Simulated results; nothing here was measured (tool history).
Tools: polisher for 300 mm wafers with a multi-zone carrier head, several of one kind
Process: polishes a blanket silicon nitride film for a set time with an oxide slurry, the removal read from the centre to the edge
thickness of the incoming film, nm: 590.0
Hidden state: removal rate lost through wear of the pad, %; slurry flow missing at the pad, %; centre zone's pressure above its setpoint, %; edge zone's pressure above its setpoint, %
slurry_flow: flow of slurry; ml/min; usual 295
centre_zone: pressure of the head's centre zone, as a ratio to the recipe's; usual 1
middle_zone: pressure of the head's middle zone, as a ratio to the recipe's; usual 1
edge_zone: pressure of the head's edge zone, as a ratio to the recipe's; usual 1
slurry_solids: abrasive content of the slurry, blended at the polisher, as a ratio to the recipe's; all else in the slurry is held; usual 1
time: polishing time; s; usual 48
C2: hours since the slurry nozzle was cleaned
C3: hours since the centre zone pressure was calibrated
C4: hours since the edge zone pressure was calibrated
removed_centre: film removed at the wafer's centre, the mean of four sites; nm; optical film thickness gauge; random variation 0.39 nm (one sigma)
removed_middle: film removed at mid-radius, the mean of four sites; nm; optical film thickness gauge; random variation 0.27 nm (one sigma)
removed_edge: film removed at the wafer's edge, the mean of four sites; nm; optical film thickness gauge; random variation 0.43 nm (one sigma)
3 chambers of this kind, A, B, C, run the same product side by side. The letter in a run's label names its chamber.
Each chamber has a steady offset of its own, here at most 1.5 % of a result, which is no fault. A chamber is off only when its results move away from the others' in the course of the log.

At day 0.146: chamber A: worn pad replaced by a new one.
Run 1B, day 0.517: usual settings; wafers polished on this pad 679; C2 124.8; C3 790.9; C4 48.4. Result: removed_centre 31.961 nm, removed_middle 31.979 nm, removed_edge 31.952 nm.
Run 2C, day 0.988: usual settings; wafers polished on this pad 599; C2 543.2; C3 932.1; C4 304.4. Result: removed_centre 31.434 nm, removed_middle 31.752 nm, removed_edge 31.457 nm.
Run 3A, day 1.467: usual settings; wafers polished on this pad 471; C2 79.1; C3 870.9; C4 654. Result: removed_centre 32.292 nm, removed_middle 32.828 nm, removed_edge 32.18 nm.
At day 1.579: chamber B: worn pad replaced by a new one.
Run 4A, day 1.779: usual settings; wafers polished on this pad 583; C2 86.6; C3 878.4; C4 661.5. Result: removed_centre 32.263 nm, removed_middle 32.683 nm, removed_edge 32.095 nm.
At day 1.9: chamber C: worn pad replaced by a new one.
Run 5C, day 2.062: usual settings; wafers polished on this pad 58; C2 569; C3 957.9; C4 330.2. Result: removed_centre 31.73 nm, removed_middle 31.675 nm, removed_edge 32.547 nm.
Run 6B, day 2.367: usual settings; wafers polished on this pad 282; C2 169.2; C3 835.3; C4 92.8. Result: removed_centre 31.76 nm, removed_middle 32.271 nm, removed_edge 32.154 nm.
Run 7A, day 2.871: usual settings; wafers polished on this pad 972; C2 112.8; C3 904.6; C4 687.7. Result: removed_centre 32.442 nm, removed_middle 32.395 nm, removed_edge 32.482 nm.
At day 2.912: chamber A: worn pad replaced by a new one.
Run 8B, day 3.225: usual settings; wafers polished on this pad 588; C2 189.8; C3 855.9; C4 113.4. Result: removed_centre 31.432 nm, removed_middle 31.761 nm, removed_edge 31.655 nm.
Run 9C, day 3.546: usual settings; wafers polished on this pad 588; C2 604.6; C3 993.5; C4 365.8. Result: removed_centre 32.252 nm, removed_middle 31.468 nm, removed_edge 31.907 nm.
At day 3.612: chamber C: edge zone pressure recalibrated.
Run 10C, day 3.871: usual settings; wafers polished on this pad 703; C2 612.4; C3 1001.3; C4 6.2. Result: removed_centre 31.504 nm, removed_middle 31.714 nm, removed_edge 31.935 nm.
Run 11A, day 4.342: usual settings; wafers polished on this pad 510; C2 148.1; C3 939.9; C4 723. Result: removed_centre 33.072 nm, removed_middle 32.458 nm, removed_edge 31.79 nm.
Run 12B, day 4.758: usual settings; wafers polished on this pad 1135; C2 226.6; C3 892.7; C4 150.2. Result: removed_centre 32.081 nm, removed_middle 31.877 nm, removed_edge 30.902 nm.
At day 4.829: chamber C: worn pad replaced by a new one.
At day 4.962: chamber B: worn pad replaced by a new one.
Run 13B, day 5.338: usual settings; wafers polished on this pad 133; C2 240.5; C3 906.6; C4 164.1. Result: removed_centre 32.482 nm, removed_middle 32.204 nm, removed_edge 31.899 nm.
At day 5.458: chamber A: centre zone pressure recalibrated.
At day 5.896: chamber A: worn pad replaced by a new one.
Run 14C, day 5.917: usual settings; wafers polished on this pad 387; C2 661.5; C3 1050.4; C4 55.3. Result: removed_centre 32.018 nm, removed_middle 31.993 nm, removed_edge 31.845 nm.
Run 15A, day 6.446: usual settings but slurry_flow 330 ml/min, centre_zone 0.93; wafers polished on this pad 196; C2 198.6; C3 23.8; C4 773.5. Result: removed_centre 34.106 nm, removed_middle 32.796 nm, removed_edge 32.989 nm.
Run 16B, day 7.021: usual settings but slurry_flow 330 ml/min, centre_zone 0.93; wafers polished on this pad 734; C2 280.9; C3 947; C4 204.5. Result: removed_centre 29.782 nm, removed_middle 32.453 nm, removed_edge 31.902 nm.
Run 17C, day 7.292: usual settings but slurry_flow 330 ml/min, centre_zone 0.93; wafers polished on this pad 878; C2 694.5; C3 1083.4; C4 88.3. Result: removed_centre 29.756 nm, removed_middle 32.075 nm, removed_edge 32.484 nm.
Run 18A, day 7.808: usual settings; wafers polished on this pad 682; C2 231.3; C3 56.5; C4 806.2. Result: removed_centre 36.698 nm, removed_middle 32.298 nm, removed_edge 32.635 nm.
At day 7.888: chamber B: worn pad replaced by a new one.
At day 7.988: chamber C: worn pad replaced by a new one.
Run 19C, day 8.067: usual settings but slurry_solids 0.85; wafers polished on this pad 28; C2 713.1; C3 1102; C4 106.9. Result: removed_centre 29.659 nm, removed_middle 29.608 nm, removed_edge 30.067 nm.
Run 20A, day 8.621: usual settings but slurry_solids 0.85; wafers polished on this pad 972; C2 250.8; C3 76; C4 825.7. Result: removed_centre 33.717 nm, removed_middle 29.61 nm, removed_edge 29.788 nm.
At day 8.888: chamber C: slurry nozzle cleaned.
Run 21B, day 8.962: usual settings but slurry_solids 0.85; wafers polished on this pad 383; C2 327.5; C3 993.6; C4 251.1. Result: removed_centre 29.601 nm, removed_middle 29.402 nm, removed_edge 29.531 nm.
At day 9.104: chamber A: worn pad replaced by a new one.
Run 22B, day 9.517: usual settings; wafers polished on this pad 581; C2 340.8; C3 1006.9; C4 264.4. Result: removed_centre 31.148 nm, removed_middle 31.382 nm, removed_edge 31.589 nm.
At day 10.021: chamber C: centre zone pressure recalibrated.
Run 23C, day 10.058: usual settings but edge_zone 0.96; wafers polished on this pad 739; C2 28.1; C3 1; C4 154.7. Result: removed_centre 31.803 nm, removed_middle 31.797 nm, removed_edge 31.269 nm.
At day 10.358: chamber B: centre zone pressure recalibrated.
Run 24A, day 10.379: usual settings but edge_zone 0.96; wafers polished on this pad 454; C2 293; C3 118.2; C4 867.9. Result: removed_centre 36.825 nm, removed_middle 32.348 nm, removed_edge 31.778 nm.
Run 25C, day 10.796: usual settings but edge_zone 0.96; wafers polished on this pad 1002; C2 45.8; C3 18.7; C4 172.4. Result: removed_centre 31.383 nm, removed_middle 31.508 nm, removed_edge 30.408 nm.
At day 10.85: chamber B: worn pad replaced by a new one.
At day 10.992: chamber C: worn pad replaced by a new one.
Run 26B, day 11.108: usual settings but slurry_flow 375 ml/min, slurry_solids 1.2; wafers polished on this pad 93; C2 379; C3 18; C4 302.6. Result: removed_centre 34.603 nm, removed_middle 35.002 nm, removed_edge 35.105 nm.
Run 27A, day 11.592: usual settings but slurry_flow 375 ml/min, slurry_solids 1.2; wafers polished on this pad 887; C2 322.1; C3 147.3; C4 897. Result: removed_centre 40.586 nm, removed_middle 36.502 nm, removed_edge 35.623 nm.
At day 11.912: chamber B: edge zone pressure recalibrated.
At day 12.042: chamber A: worn pad replaced by a new one.
Run 28B, day 12.075: usual settings but slurry_flow 375 ml/min, slurry_solids 1.2; wafers polished on this pad 438; C2 402.2; C3 41.2; C4 4. Result: removed_centre 35.84 nm, removed_middle 35.417 nm, removed_edge 35.463 nm.
Run 29C, day 12.333: usual settings; wafers polished on this pad 479; C2 82.7; C3 55.6; C4 209.3. Result: removed_centre 32.131 nm, removed_middle 31.718 nm, removed_edge 31.874 nm.
Run 30A, day 12.912: usual settings; wafers polished on this pad 311; C2 353.8; C3 179; C4 928.7. Result: removed_centre 36.17 nm, removed_middle 32.637 nm, removed_edge 32.193 nm.
At day 13.138: chamber A: slurry nozzle cleaned.
Run 31C, day 13.171: usual settings; wafers polished on this pad 778; C2 102.8; C3 75.7; C4 229.4. Result: removed_centre 32.232 nm, removed_middle 31.77 nm, removed_edge 32.31 nm.
Run 32B, day 13.488: usual settings; wafers polished on this pad 942; C2 436.1; C3 75.1; C4 37.9. Result: removed_centre 31.987 nm, removed_middle 32.201 nm, removed_edge 32.499 nm.
Run 33A, day 13.742: usual settings; wafers polished on this pad 607; C2 14.6; C3 198.9; C4 948.6. Result: removed_centre 35.773 nm, removed_middle 32.684 nm, removed_edge 32.53 nm.
Run 34C, day 14.192: usual settings; wafers polished on this pad 1142; C2 127.3; C3 100.2; C4 253.9. Result: removed_centre 32.01 nm, removed_middle 31.005 nm, removed_edge 32.345 nm.
At day 14.325: chamber B: worn pad replaced by a new one.
Run 35A, day 14.533: usual settings; wafers polished on this pad 889; C2 33.6; C3 217.9; C4 967.6. Result: removed_centre 37.005 nm, removed_middle 32.151 nm, removed_edge 32.078 nm.
Run 36B, day 14.833: usual settings; wafers polished on this pad 182; C2 468.4; C3 107.4; C4 70.2. Result: removed_centre 31.907 nm, removed_middle 31.834 nm, removed_edge 33.04 nm.
Run 37B, day 15.204: usual settings; wafers polished on this pad 314; C2 477.3; C3 116.3; C4 79.1. Result: removed_centre 31.725 nm, removed_middle 31.995 nm, removed_edge 31.612 nm.

Is one chamber off against the others, does the gauge drift, or is nothing wrong? If a chamber is off, say which, and what the likeliest cause is.

A service left chamber A off against the others.
Cause: centre zone's pressure above its setpoint, % = 11.2.

Here are 4 candidates for chamber A's next run, each the usual settings with a change, their results left as question marks. Which one brings its results back in line with what the others give on the usual settings?
In line means no further than this from the other chambers' mean on the usual settings: removed_centre 1.3 nm; removed_middle 0.94 nm; removed_edge 1.5 nm
Run 38A-1, day 15.621: usual settings but slurry_flow 300 ml/min, centre_zone 1.04, middle_zone 0.99, edge_zone 0.98, time 49 s. Result: removed_centre ?, removed_middle ?, removed_edge ?.
Run 38A-2, day 15.621: usual settings but slurry_flow 290 ml/min, centre_zone 0.91, middle_zone 1.01, edge_zone 1.03, time 47 s. Result: removed_centre ?, removed_middle ?, removed_edge ?.
Run 38A-3, day 15.621: usual settings but slurry_flow 290 ml/min, centre_zone 0.96, middle_zone 1.01, edge_zone 1.02, time 47 s. Result: removed_centre ?, removed_middle ?, removed_edge ?.
Run 38A-4, day 15.621: usual settings but slurry_flow 300 ml/min, centre_zone 1.09, middle_zone 0.99, edge_zone 0.97, time 49 s. Result: removed_centre ?, removed_middle ?, removed_edge ?.

The other chambers' mean on the usual settings: removed_centre 31.938 nm; removed_middle 31.789 nm; removed_edge 31.9 nm
  run  removed_centre  removed_middle  removed_edge
38A-1          38.623          32.775        32.521
38A-2          31.989          31.933        31.919
38A-3          33.884          31.923        31.756
38A-4          40.605          32.766        32.351
38A-2 brings the chamber back in line.
